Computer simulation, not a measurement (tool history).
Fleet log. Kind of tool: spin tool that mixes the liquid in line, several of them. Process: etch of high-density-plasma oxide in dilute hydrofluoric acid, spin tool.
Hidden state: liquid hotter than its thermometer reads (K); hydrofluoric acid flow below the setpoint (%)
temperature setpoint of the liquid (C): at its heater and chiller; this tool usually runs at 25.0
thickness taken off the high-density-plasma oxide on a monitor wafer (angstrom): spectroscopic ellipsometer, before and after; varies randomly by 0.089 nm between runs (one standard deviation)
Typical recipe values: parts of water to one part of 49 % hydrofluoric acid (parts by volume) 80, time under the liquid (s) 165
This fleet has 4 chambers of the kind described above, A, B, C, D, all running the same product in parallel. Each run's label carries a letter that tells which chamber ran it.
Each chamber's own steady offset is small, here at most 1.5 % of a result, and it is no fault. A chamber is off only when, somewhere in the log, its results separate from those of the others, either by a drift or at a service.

run,hour,temperature setpoint of the liquid (C),parts of water to one part of 49 % hydrofluoric acid (parts by volume),time under the liquid (s),hours since the thermometer was replaced,hours since the hydrofluoric acid flow meter was replaced,"read-back film thickness of the high-density-plasma oxide reference wafer, read on the same gauge (nm)",thickness taken off the high-density-plasma oxide on a monitor wafer (angstrom)
1A,5.7,25.0,80,165,1863.2,724.5,80.016,157.260
2B,15.9,25.0,80,165,1245.6,1142.1,80.001,154.730
3C,21.7,25.0,80,165,1623.7,1748.4,79.967,158.420
# hour 26.7: chamber D: hydrofluoric acid flow meter replaced
4D,29.2,25.0,80,165,1889.6,2.5,79.966,159.270
5C,37.2,25.0,80,165,1639.2,1763.9,79.975,158.550
6D,43.2,21.0,110,165,1903.6,16.5,79.942,93.698
# hour 46.7: chamber B: hydrofluoric acid flow meter replaced
7B,52.6,21.0,110,165,1282.3,6.0,80.011,93.974
8A,58.8,21.0,110,165,1916.3,777.6,79.977,92.953
9D,69.6,21.0,110,165,1930.0,42.9,80.018,94.937
10B,80.5,28.5,50,165,1310.2,33.9,79.968,297.320
11A,91.8,28.5,50,165,1949.3,810.6,79.992,299.890
12C,96.9,28.5,50,165,1698.9,1823.6,79.992,305.510
13B,104.2,28.5,50,165,1333.9,57.6,80.004,295.530
14A,114.8,25.0,80,165,1972.3,833.6,80.025,156.440
15C,124.2,25.0,80,165,1726.2,1850.9,79.958,162.370
16D,131.7,25.0,80,165,1992.1,105.0,79.991,158.280
17D,136.9,30.0,45,165,1997.3,110.2,80.038,364.510
18C,144.4,30.0,45,165,1746.4,1871.1,80.002,367.030
19B,155.2,30.0,45,165,1384.9,108.6,79.989,352.830
20A,162.4,30.0,45,165,2019.9,881.2,79.934,362.770
21B,173.3,25.0,80,165,1403.0,126.7,79.977,157.110
22C,184.6,26.5,80,260,1786.6,1911.3,80.020,274.580
23A,194.8,26.5,80,260,2052.3,913.6,79.997,261.440
24D,204.9,26.5,80,260,2065.3,178.2,80.003,265.110
25A,214.9,26.5,80,260,2072.4,933.7,80.033,259.740
26C,225.1,25.0,80,165,1827.1,1951.8,79.988,167.420
27D,236.7,25.0,80,165,2097.1,210.0,80.019,160.180
28B,245.8,25.0,80,165,1475.5,199.2,79.965,155.900
29C,253.8,25.0,80,165,1855.8,1980.5,80.018,167.740
30D,261.7,25.0,80,165,2122.1,235.0,79.988,157.620
31A,269.5,25.0,80,165,2127.0,988.3,79.990,156.370
32B,277.7,25.0,80,165,1507.4,231.1,80.012,156.250
33A,288.3,25.0,80,165,2145.8,1007.1,80.056,156.180
34C,293.7,25.0,80,165,1895.7,2020.4,79.986,169.560
35B,304.6,25.0,80,165,1534.3,258.0,80.020,156.240
36D,312.0,25.0,80,165,2172.4,285.3,79.999,159.640
# hour 316.5: chamber A: hydrofluoric acid flow meter replaced
37A,323.6,25.0,80,165,2181.1,7.1,80.027,156.360

Next, all 4 chambers run the settings below, one line each with question marks for the results. What does each chamber give?
38A,332.1,28.0,80,165,,,,?
38B,332.1,28.0,80,165,,,,?
38C,332.1,28.0,80,165,,,,?
38D,332.1,28.0,80,165,,,,?

run,thickness taken off the high-density-plasma oxide on a monitor wafer (angstrom)
38A,178.370
38B,175.840
38C,190.070
38D,179.090
